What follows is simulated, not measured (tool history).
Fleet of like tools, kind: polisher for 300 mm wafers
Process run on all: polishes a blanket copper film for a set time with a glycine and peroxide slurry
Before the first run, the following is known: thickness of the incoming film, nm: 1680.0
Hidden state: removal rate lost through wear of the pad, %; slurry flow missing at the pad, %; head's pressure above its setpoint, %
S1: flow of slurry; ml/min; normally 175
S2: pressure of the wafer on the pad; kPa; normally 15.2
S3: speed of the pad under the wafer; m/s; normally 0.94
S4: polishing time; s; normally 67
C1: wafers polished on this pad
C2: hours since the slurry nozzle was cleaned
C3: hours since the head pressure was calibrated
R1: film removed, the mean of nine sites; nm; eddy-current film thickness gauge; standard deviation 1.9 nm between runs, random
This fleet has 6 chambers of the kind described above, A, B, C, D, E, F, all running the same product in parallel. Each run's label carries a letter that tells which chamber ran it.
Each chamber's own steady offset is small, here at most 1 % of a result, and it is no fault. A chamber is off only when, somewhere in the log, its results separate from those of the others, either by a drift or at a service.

-- hour=2.0 chamber C: worn pad replaced by a new one
run 1C hour=4.1 | S1=175 S2=15.2 S3=0.94 S4=67 | C1=24 C2=121.1 C3=280.0 | R1=253.94
run 2E hour=7.7 | S1=175 S2=15.2 S3=0.94 S4=67 | C1=487 C2=183.2 C3=150.5 | R1=252.34
run 3D hour=11.1 | S1=175 S2=15.2 S3=0.94 S4=67 | C1=174 C2=268.0 C3=616.5 | R1=256.62
run 4B hour=14.8 | S1=175 S2=15.2 S3=0.94 S4=67 | C1=722 C2=529.3 C3=394.5 | R1=259.21
run 5F hour=19.4 | S1=175 S2=15.2 S3=0.94 S4=67 | C1=669 C2=506.8 C3=872.4 | R1=254.41
-- hour=20.4 chamber F: worn pad replaced by a new one
-- hour=22.6 chamber E: worn pad replaced by a new one
run 6A hour=23.5 | S1=175 S2=15.2 S3=0.94 S4=67 | C1=664 C2=97.5 C3=535.7 | R1=254.13
run 7C hour=26.4 | S1=175 S2=15.2 S3=0.64 S4=48 | C1=286 C2=143.4 C3=302.3 | R1=137.40
-- hour=28.9 chamber B: head pressure recalibrated
run 8F hour=30.4 | S1=175 S2=15.2 S3=0.64 S4=48 | C1=117 C2=517.8 C3=883.4 | R1=138.23
run 9D hour=33.1 | S1=175 S2=15.2 S3=0.64 S4=48 | C1=432 C2=290.0 C3=638.5 | R1=138.07
-- hour=34.8 chamber A: worn pad replaced by a new one
run 10E hour=35.9 | S1=175 S2=15.2 S3=0.64 S4=48 | C1=156 C2=211.4 C3=178.7 | R1=135.04
run 11B hour=40.3 | S1=175 S2=15.2 S3=0.64 S4=48 | C1=1021 C2=554.8 C3=11.5 | R1=135.82
run 12A hour=44.4 | S1=175 S2=15.2 S3=0.64 S4=48 | C1=113 C2=118.4 C3=556.6 | R1=138.23
-- hour=47.0 chamber F: slurry nozzle cleaned
run 13D hour=47.7 | S1=175 S2=15.2 S3=0.94 S4=67 | C1=604 C2=304.6 C3=653.1 | R1=260.85
run 14B hour=52.0 | S1=175 S2=15.2 S3=0.94 S4=67 | C1=1159 C2=566.5 C3=23.2 | R1=248.18
run 15C hour=56.2 | S1=175 S2=15.2 S3=0.94 S4=67 | C1=636 C2=173.2 C3=332.1 | R1=255.38
run 16E hour=60.2 | S1=175 S2=15.2 S3=0.94 S4=45 | C1=442 C2=235.7 C3=203.0 | R1=169.51
run 17F hour=64.8 | S1=175 S2=15.2 S3=0.94 S4=45 | C1=521 C2=17.9 C3=917.8 | R1=172.94
run 18A hour=67.6 | S1=175 S2=15.2 S3=0.94 S4=45 | C1=385 C2=141.6 C3=579.8 | R1=168.62
-- hour=69.3 chamber E: worn pad replaced by a new one
run 19A hour=71.1 | S1=175 S2=15.2 S3=0.94 S4=45 | C1=426 C2=145.1 C3=583.3 | R1=170.23
-- hour=75.4 chamber C: worn pad replaced by a new one
-- hour=76.1 chamber F: worn pad replaced by a new one
run 20B hour=76.3 | S1=175 S2=15.2 S3=0.94 S4=45 | C1=1444 C2=590.8 C3=47.5 | R1=165.76
-- hour=76.5 chamber D: worn pad replaced by a new one
run 21D hour=81.0 | S1=175 S2=15.2 S3=0.94 S4=45 | C1=53 C2=337.9 C3=686.4 | R1=174.67
run 22E hour=86.2 | S1=175 S2=15.2 S3=0.94 S4=67 | C1=198 C2=261.7 C3=229.0 | R1=254.02
run 23F hour=90.8 | S1=145 S2=12.4 S3=0.94 S4=67 | C1=172 C2=43.9 C3=943.8 | R1=209.84
run 24C hour=95.9 | S1=145 S2=12.4 S3=0.94 S4=67 | C1=240 C2=212.9 C3=371.8 | R1=208.66
-- hour=100.4 chamber A: slurry nozzle cleaned
run 25F hour=101.5 | S1=145 S2=12.4 S3=0.94 S4=67 | C1=298 C2=54.6 C3=954.5 | R1=210.37
run 26B hour=106.8 | S1=145 S2=12.4 S3=0.94 S4=67 | C1=1802 C2=621.3 C3=78.0 | R1=203.29
run 27A hour=109.7 | S1=145 S2=12.4 S3=0.94 S4=67 | C1=880 C2=9.3 C3=621.9 | R1=210.24
-- hour=114.0 chamber A: worn pad replaced by a new one
run 28D hour=114.7 | S1=145 S2=12.4 S3=0.94 S4=67 | C1=449 C2=371.6 C3=720.1 | R1=212.79
run 29E hour=118.4 | S1=175 S2=18.6 S3=0.94 S4=67 | C1=577 C2=293.9 C3=261.2 | R1=297.37
-- hour=119.2 chamber F: head pressure recalibrated
run 30C hour=121.9 | S1=175 S2=18.6 S3=0.94 S4=67 | C1=546 C2=238.9 C3=397.8 | R1=294.73
-- hour=123.3 chamber E: slurry nozzle cleaned
-- hour=124.5 chamber E: worn pad replaced by a new one
run 31A hour=126.8 | S1=175 S2=18.6 S3=0.94 S4=67 | C1=151 C2=26.4 C3=639.0 | R1=300.03
run 32D hour=132.6 | S1=175 S2=18.6 S3=0.94 S4=67 | C1=659 C2=389.5 C3=738.0 | R1=305.17
-- hour=133.1 chamber D: slurry nozzle cleaned
-- hour=134.0 chamber F: worn pad replaced by a new one
run 33F hour=136.4 | S1=175 S2=18.6 S3=0.94 S4=67 | C1=28 C2=89.5 C3=17.2 | R1=301.89
-- hour=136.8 chamber C: worn pad replaced by a new one
run 34E hour=140.3 | S1=175 S2=18.6 S3=0.94 S4=67 | C1=186 C2=17.1 C3=283.1 | R1=298.29
run 35B hour=145.7 | S1=175 S2=15.2 S3=0.94 S4=67 | C1=2259 C2=660.2 C3=116.9 | R1=241.78
run 36C hour=149.5 | S1=175 S2=15.2 S3=0.94 S4=67 | C1=149 C2=266.5 C3=425.4 | R1=253.71
run 37F hour=153.5 | S1=175 S2=15.2 S3=0.94 S4=67 | C1=229 C2=106.6 C3=34.3 | R1=256.00
run 38D hour=156.2 | S1=175 S2=15.2 S3=0.94 S4=67 | C1=936 C2=23.2 C3=761.6 | R1=254.12
run 39C hour=159.2 | S1=175 S2=15.2 S3=0.94 S4=67 | C1=263 C2=276.2 C3=435.1 | R1=252.97
run 40E hour=165.1 | S1=175 S2=15.2 S3=0.94 S4=67 | C1=477 C2=41.9 C3=307.9 | R1=251.67
run 41A hour=170.4 | S1=175 S2=15.2 S3=0.94 S4=67 | C1=663 C2=70.0 C3=682.6 | R1=257.11
run 42B hour=175.3 | S1=175 S2=15.2 S3=0.94 S4=67 | C1=2607 C2=689.8 C3=146.5 | R1=229.60
run 43A hour=178.5 | S1=175 S2=15.2 S3=0.94 S4=67 | C1=758 C2=78.1 C3=690.7 | R1=252.02

Each of the 6 chambers runs these same settings next. Fill in every chamber's results:
run 44A hour=182.7 | S1=175 S2=11.7 S3=0.94 S4=67 | R1=?
run 44B hour=182.7 | S1=175 S2=11.7 S3=0.94 S4=67 | R1=?
run 44C hour=182.7 | S1=175 S2=11.7 S3=0.94 S4=67 | R1=?
run 44D hour=182.7 | S1=175 S2=11.7 S3=0.94 S4=67 | R1=?
run 44E hour=182.7 | S1=175 S2=11.7 S3=0.94 S4=67 | R1=?
run 44F hour=182.7 | S1=175 S2=11.7 S3=0.94 S4=67 | R1=?

run=44A R1=205.33
run=44B R1=191.46
run=44C R1=209.33
run=44D R1=210.94
run=44E R1=209.15
run=44F R1=207.77

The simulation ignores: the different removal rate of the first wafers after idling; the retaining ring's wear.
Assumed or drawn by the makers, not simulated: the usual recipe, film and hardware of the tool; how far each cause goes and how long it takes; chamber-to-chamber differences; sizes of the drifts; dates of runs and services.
